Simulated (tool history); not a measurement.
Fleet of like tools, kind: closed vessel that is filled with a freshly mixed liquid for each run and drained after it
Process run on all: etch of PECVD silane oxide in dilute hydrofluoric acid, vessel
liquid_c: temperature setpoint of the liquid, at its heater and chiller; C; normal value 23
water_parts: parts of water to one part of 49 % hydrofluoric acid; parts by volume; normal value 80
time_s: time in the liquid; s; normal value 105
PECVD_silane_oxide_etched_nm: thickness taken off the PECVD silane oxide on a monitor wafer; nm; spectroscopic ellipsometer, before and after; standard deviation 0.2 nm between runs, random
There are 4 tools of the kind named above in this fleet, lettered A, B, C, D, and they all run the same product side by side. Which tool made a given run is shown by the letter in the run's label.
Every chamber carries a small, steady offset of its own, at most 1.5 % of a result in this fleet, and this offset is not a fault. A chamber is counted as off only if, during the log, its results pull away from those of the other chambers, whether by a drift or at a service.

run   hour  liquid_c  water_parts  time_s  read-back film thickness of the PECVD silane oxide reference wafer, read on the same gauge (nm)  PECVD_silane_oxide_etched_nm
 1A      8        23           80     105                                                                                           120.02                        28.168
 2D   12.7        23           80     105                                                                                           120.01                        28.471
 3B   18.8        23           80     105                                                                                           120.02                        28.124
      28.4  -- chamber B: hydrofluoric acid flow meter replaced
 4C   28.9        23           80     105                                                                                           120.04                         28.25
 5A     38        23           80     105                                                                                           119.97                        28.534
 6D   45.9        23           80     105                                                                                           119.97                        28.798
 7C     54        23          115      50                                                                                           119.94                        8.8422
 8B   64.2        23          115      50                                                                                           119.98                         8.838
 9C   73.7        23          115      50                                                                                           120.04                        8.8728
10A   82.4        23          115      50                                                                                           119.98                        8.9967
11D   92.8        23           80     105                                                                                           120.01                        28.533
12B  100.9        23           80     105                                                                                           119.97                        28.104
13A  108.5        23           80     105                                                                                           120.01                        27.912
14C  113.4        23           80     105                                                                                           120.02                        28.074
15B  118.2        21           80     105                                                                                           119.98                        25.753
16D  124.1        21           80     105                                                                                           119.99                        26.425
17B  130.2        21           80     105                                                                                           120.01                        25.602
18A    140        21           80     105                                                                                           119.99                        25.461
19C  149.8        23           80     105                                                                                              120                        28.201
20D  157.5        20          100     105                                                                                           119.99                         19.95
21A  164.6        20          100     105                                                                                           120.03                        19.104
22B  174.5        20          100     105                                                                                           119.98                        19.183
23C  182.7        20          100     105                                                                                           119.97                        19.557
24D  188.2        23           80     105                                                                                           120.01                        28.763
25B    195        23           80     105                                                                                              120                        27.997
26C    205        23           80     105                                                                                              120                        28.361
27D  212.8        23           80     105                                                                                           120.01                        28.599
28A  219.3        23          115     105                                                                                           120.02                          18.3
29C  225.1        23          115     105                                                                                           120.03                        18.657
30A  230.5        23          115     105                                                                                              120                         18.06

Which is it: a chamber that has drifted or been left off by a service, a gauge drift common to all chambers, or only each chamber's usual small offset? If a chamber is off, name it and its likeliest cause.

It is chamber A that slowly wanders off from its peers.
What lies behind it: liquid colder than its thermometer reads (K) = 1.09.
The log may not tell that from: hydrofluoric acid flow below the setpoint (%).

Here are 4 candidates for chamber A's next run, each the usual settings with a change, their results left as question marks. Which one brings its results back in line with what the others give on the usual settings?
Counts as in line when no further than this from what the other chambers average on the usual settings: PECVD_silane_oxide_etched_nm 0.69 nm
31A-1  238.1        23           80     100                                                                                                                              ?
31A-2  238.1        21           80     105                                                                                                                              ?
31A-3  238.1        23           80     110                                                                                                                              ?
31A-4  238.1        23           80     115                                                                                                                              ?

On the usual settings, the other chambers give on average: PECVD_silane_oxide_etched_nm 28.294 nm
  run  PECVD_silane_oxide_etched_nm
31A-1                        25.818
31A-2                        24.982
31A-3                          28.4
31A-4                        29.691
With 31A-3, the chamber falls back in line with the rest.

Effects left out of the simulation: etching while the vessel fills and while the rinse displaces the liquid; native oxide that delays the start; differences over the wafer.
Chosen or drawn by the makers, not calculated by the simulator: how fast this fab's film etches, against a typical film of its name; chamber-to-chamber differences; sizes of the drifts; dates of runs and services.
